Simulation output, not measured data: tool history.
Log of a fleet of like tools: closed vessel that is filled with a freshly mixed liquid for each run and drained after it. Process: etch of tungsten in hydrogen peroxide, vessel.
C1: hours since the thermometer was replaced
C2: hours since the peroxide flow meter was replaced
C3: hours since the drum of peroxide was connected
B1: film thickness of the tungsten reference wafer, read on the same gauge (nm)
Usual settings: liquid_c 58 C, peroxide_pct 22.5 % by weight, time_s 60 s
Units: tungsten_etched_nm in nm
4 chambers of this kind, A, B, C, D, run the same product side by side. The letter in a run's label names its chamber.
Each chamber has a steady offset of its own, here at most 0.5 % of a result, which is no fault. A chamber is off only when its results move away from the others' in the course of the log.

{"day": 0.142, "done": "chamber A: new drum of peroxide connected"}
{"run": "1B", "day": 0.5, "liquid_c": 58, "peroxide_pct": 22.5, "time_s": 60, "C1": 1241.9, "C2": 119.4, "C3": 1009.8, "B1": 139.94, "tungsten_etched_nm": 150.48}
{"run": "2A", "day": 1.075, "liquid_c": 58, "peroxide_pct": 22.5, "time_s": 60, "C1": 2637.5, "C2": 982.5, "C3": 22.4, "B1": 140.01, "tungsten_etched_nm": 150.18}
{"run": "3D", "day": 1.462, "liquid_c": 58, "peroxide_pct": 22.5, "time_s": 60, "C1": 2734.7, "C2": 1950.2, "C3": 1222.7, "B1": 139.95, "tungsten_etched_nm": 150.07}
{"day": 1.671, "done": "chamber D: peroxide flow meter replaced"}
{"run": "4C", "day": 2.117, "liquid_c": 58, "peroxide_pct": 22.5, "time_s": 60, "C1": 705.9, "C2": 968.5, "C3": 870.7, "B1": 140.02, "tungsten_etched_nm": 151.8}
{"day": 2.708, "done": "chamber A: thermometer replaced"}
{"run": "5D", "day": 2.796, "liquid_c": 58, "peroxide_pct": 22.5, "time_s": 60, "C1": 2766.7, "C2": 27, "C3": 1254.7, "B1": 140.03, "tungsten_etched_nm": 150.84}
{"run": "6C", "day": 3.467, "liquid_c": 58, "peroxide_pct": 22.5, "time_s": 60, "C1": 738.3, "C2": 1000.9, "C3": 903.1, "B1": 140.01, "tungsten_etched_nm": 150.61}
{"run": "7B", "day": 4.025, "liquid_c": 58, "peroxide_pct": 22.5, "time_s": 60, "C1": 1326.5, "C2": 204, "C3": 1094.4, "B1": 139.99, "tungsten_etched_nm": 151.7}
{"day": 4.262, "done": "chamber D: thermometer replaced"}
{"run": "8A", "day": 4.425, "liquid_c": 58, "peroxide_pct": 22.5, "time_s": 60, "C1": 41.3, "C2": 1062.9, "C3": 102.8, "B1": 140.01, "tungsten_etched_nm": 150.95}
{"day": 4.446, "done": "chamber C: thermometer replaced"}
{"day": 4.917, "done": "chamber D: new drum of peroxide connected"}
{"run": "9D", "day": 5.033, "liquid_c": 58, "peroxide_pct": 22.5, "time_s": 60, "C1": 18.5, "C2": 80.7, "C3": 2.9, "B1": 139.95, "tungsten_etched_nm": 150.17}
{"run": "10B", "day": 5.642, "liquid_c": 58, "peroxide_pct": 22.5, "time_s": 60, "C1": 1365.3, "C2": 242.8, "C3": 1133.2, "B1": 139.99, "tungsten_etched_nm": 153.33}
{"run": "11A", "day": 5.958, "liquid_c": 58, "peroxide_pct": 22.5, "time_s": 95, "C1": 78.1, "C2": 1099.7, "C3": 139.6, "B1": 139.99, "tungsten_etched_nm": 239.36}
{"run": "12C", "day": 6.433, "liquid_c": 58, "peroxide_pct": 22.5, "time_s": 95, "C1": 47.7, "C2": 1072.1, "C3": 974.3, "B1": 140.02, "tungsten_etched_nm": 238.97}
{"run": "13B", "day": 6.758, "liquid_c": 58, "peroxide_pct": 22.5, "time_s": 95, "C1": 1392.1, "C2": 269.6, "C3": 1160, "B1": 140.03, "tungsten_etched_nm": 247.84}
{"run": "14A", "day": 7.371, "liquid_c": 58, "peroxide_pct": 22.5, "time_s": 95, "C1": 112, "C2": 1133.6, "C3": 173.5, "B1": 140.02, "tungsten_etched_nm": 238.05}
{"day": 7.375, "done": "chamber C: peroxide flow meter replaced"}
{"run": "15C", "day": 7.842, "liquid_c": 58, "peroxide_pct": 22.5, "time_s": 60, "C1": 81.5, "C2": 11.3, "C3": 1008.1, "B1": 140, "tungsten_etched_nm": 150.76}
{"run": "16D", "day": 8.442, "liquid_c": 58, "peroxide_pct": 22.5, "time_s": 60, "C1": 100.3, "C2": 162.5, "C3": 84.7, "B1": 140.02, "tungsten_etched_nm": 149.95}
{"run": "17C", "day": 9.038, "liquid_c": 58, "peroxide_pct": 22.5, "time_s": 60, "C1": 110.2, "C2": 40, "C3": 1036.8, "B1": 140.01, "tungsten_etched_nm": 151.79}
{"run": "18D", "day": 9.671, "liquid_c": 58, "peroxide_pct": 22.5, "time_s": 60, "C1": 129.8, "C2": 192, "C3": 114.2, "B1": 139.99, "tungsten_etched_nm": 150.95}
{"day": 9.967, "done": "chamber C: new drum of peroxide connected"}
{"run": "19A", "day": 10.262, "liquid_c": 58, "peroxide_pct": 22.5, "time_s": 60, "C1": 181.4, "C2": 1203, "C3": 242.9, "B1": 140.02, "tungsten_etched_nm": 150.69}
{"run": "20B", "day": 10.888, "liquid_c": 58, "peroxide_pct": 22.5, "time_s": 60, "C1": 1491.2, "C2": 368.7, "C3": 1259.1, "B1": 139.96, "tungsten_etched_nm": 160.26}
{"run": "21B", "day": 11.312, "liquid_c": 61.5, "peroxide_pct": 15.5, "time_s": 60, "C1": 1501.4, "C2": 378.9, "C3": 1269.3, "B1": 140.03, "tungsten_etched_nm": 160.89}
{"run": "22A", "day": 11.95, "liquid_c": 61.5, "peroxide_pct": 15.5, "time_s": 60, "C1": 221.9, "C2": 1243.5, "C3": 283.4, "B1": 139.96, "tungsten_etched_nm": 151.69}
{"run": "23D", "day": 12.475, "liquid_c": 61.5, "peroxide_pct": 15.5, "time_s": 60, "C1": 197.1, "C2": 259.3, "C3": 181.5, "B1": 139.98, "tungsten_etched_nm": 153.64}
{"run": "24C", "day": 12.829, "liquid_c": 61.5, "peroxide_pct": 15.5, "time_s": 60, "C1": 201.2, "C2": 131, "C3": 68.8, "B1": 140.04, "tungsten_etched_nm": 154.42}
{"run": "25D", "day": 13.329, "liquid_c": 58, "peroxide_pct": 22.5, "time_s": 60, "C1": 217.6, "C2": 279.8, "C3": 202, "B1": 140.01, "tungsten_etched_nm": 149.34}
{"run": "26B", "day": 13.683, "liquid_c": 58, "peroxide_pct": 22.5, "time_s": 60, "C1": 1558.3, "C2": 435.8, "C3": 1326.2, "B1": 139.95, "tungsten_etched_nm": 161.14}
{"run": "27C", "day": 14.304, "liquid_c": 58, "peroxide_pct": 22.5, "time_s": 60, "C1": 236.6, "C2": 166.4, "C3": 104.2, "B1": 139.97, "tungsten_etched_nm": 150.91}

Next, every chamber runs the same settings. What will each give?
{"run": "28A", "day": 14.792, "liquid_c": 58, "peroxide_pct": 22.5, "time_s": 60, "tungsten_etched_nm": "?"}
{"run": "28B", "day": 14.792, "liquid_c": 58, "peroxide_pct": 22.5, "time_s": 60, "tungsten_etched_nm": "?"}
{"run": "28C", "day": 14.792, "liquid_c": 58, "peroxide_pct": 22.5, "time_s": 60, "tungsten_etched_nm": "?"}
{"run": "28D", "day": 14.792, "liquid_c": 58, "peroxide_pct": 22.5, "time_s": 60, "tungsten_etched_nm": "?"}

run=28A tungsten_etched_nm=150.57
run=28B tungsten_etched_nm=161.48
run=28C tungsten_etched_nm=151.04
run=28D tungsten_etched_nm=149.34

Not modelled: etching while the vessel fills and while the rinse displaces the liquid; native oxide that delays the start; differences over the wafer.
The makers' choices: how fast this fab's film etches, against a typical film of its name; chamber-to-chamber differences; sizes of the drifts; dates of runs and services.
